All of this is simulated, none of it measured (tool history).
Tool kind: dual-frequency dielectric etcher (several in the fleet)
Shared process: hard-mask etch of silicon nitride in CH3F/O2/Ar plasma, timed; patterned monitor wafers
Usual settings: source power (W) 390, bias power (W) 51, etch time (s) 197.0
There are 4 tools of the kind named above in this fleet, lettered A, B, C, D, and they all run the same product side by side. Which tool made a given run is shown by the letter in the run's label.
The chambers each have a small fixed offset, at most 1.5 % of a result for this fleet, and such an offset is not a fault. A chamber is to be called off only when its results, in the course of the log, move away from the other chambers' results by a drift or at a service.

run,day,source power (W),bias power (W),etch time (s),"read-back reference wafer on the same gauge, depth_nm",mean etch depth across the wafer (Å)
1D,0.112,390,51,197.0,101.91,1241.20
2A,0.225,390,51,197.0,101.96,1220.50
3B,0.325,390,51,197.0,102.10,1221.40
4C,0.483,390,51,197.0,102.02,1213.40
5A,0.658,390,51,197.0,102.05,1222.20
6B,0.771,390,51,197.0,101.95,1218.40
7C,0.875,470,58,197.0,101.98,1354.80
8D,0.988,470,58,197.0,101.90,1385.60
9B,1.125,470,58,197.0,102.04,1378.10
10A,1.229,470,58,197.0,101.95,1364.80
11D,1.412,390,51,197.0,101.96,1232.00
12C,1.533,390,51,197.0,101.97,1201.40
13C,1.671,390,51,167.5,101.92,1032.00
14D,1.783,390,51,167.5,101.95,1052.40
15A,1.888,390,51,167.5,102.04,1043.30
16B,1.996,390,51,167.5,101.99,1042.80
17B,2.133,390,51,197.0,101.92,1232.10
# day 2.200: chamber D: wet clean of the chamber
18A,2.325,340,51,147.5,101.95,868.05
19C,2.512,340,51,147.5,102.07,862.07
# day 2.675: chamber C: wet clean of the chamber
20D,2.679,340,51,147.5,102.04,880.84
21B,2.850,340,51,147.5,102.06,864.57
22A,3.042,480,57,197.0,102.00,1385.30
23C,3.125,480,57,197.0,102.04,1431.00
24D,3.275,480,57,197.0,102.05,1387.70
25C,3.467,480,57,197.0,102.00,1426.00
26B,3.650,390,51,197.0,101.94,1219.60
27A,3.771,390,51,197.0,102.06,1223.20
28D,3.883,390,51,197.0,101.98,1236.40
29C,4.067,390,51,197.0,101.93,1266.70
30B,4.250,390,51,197.0,101.99,1213.20
31D,4.338,390,51,197.0,101.92,1241.10
32A,4.517,390,51,197.0,101.86,1223.70
33D,4.712,390,51,197.0,102.00,1226.60
34C,4.812,390,51,197.0,102.01,1269.90
35B,4.921,390,51,197.0,102.02,1222.60
36A,5.100,340,51,197.0,101.99,1163.00
37C,5.225,340,51,197.0,102.08,1197.30
38B,5.362,340,51,197.0,101.92,1153.10
39A,5.454,340,51,197.0,101.95,1160.70
40D,5.575,390,51,197.0,102.05,1229.00
41D,5.746,390,51,197.0,102.00,1242.00
42A,5.833,390,51,197.0,102.09,1226.00
43C,5.925,390,51,197.0,102.01,1272.70

Has any chamber moved away from the others, gradually or after a service, or does the common gauge drift, or do the chambers differ only by their own small steady offsets? State the chamber and the most likely cause if one applies.

A service on chamber C put it out of line with the rest.
What lies behind it: etch rate over this chamber's usual, % = 5.05.

Chamber C could run next with any of the 4 candidate recipes listed below; each alters the usual settings, and their results appear as question marks. Which one brings its results back in line with what the other chambers deliver on the usual settings?
Allowed miss from the other chambers' usual-settings mean, per result, to count as in line: mean etch depth across the wafer (Å) 17.00
44C-1,6.067,390,51,203.5,,?
44C-2,6.067,390,51,191.5,,?
44C-3,6.067,390,51,198.5,,?
44C-4,6.067,390,51,195.5,,?

Usual-settings mean across the other chambers: mean etch depth across the wafer (Å) 1228.40
run,mean etch depth across the wafer (Å)
44C-1,1309.00
44C-2,1231.90
44C-3,1276.90
44C-4,1257.60
The right change is 44C-2: it brings the chamber back within the allowed miss of the others.
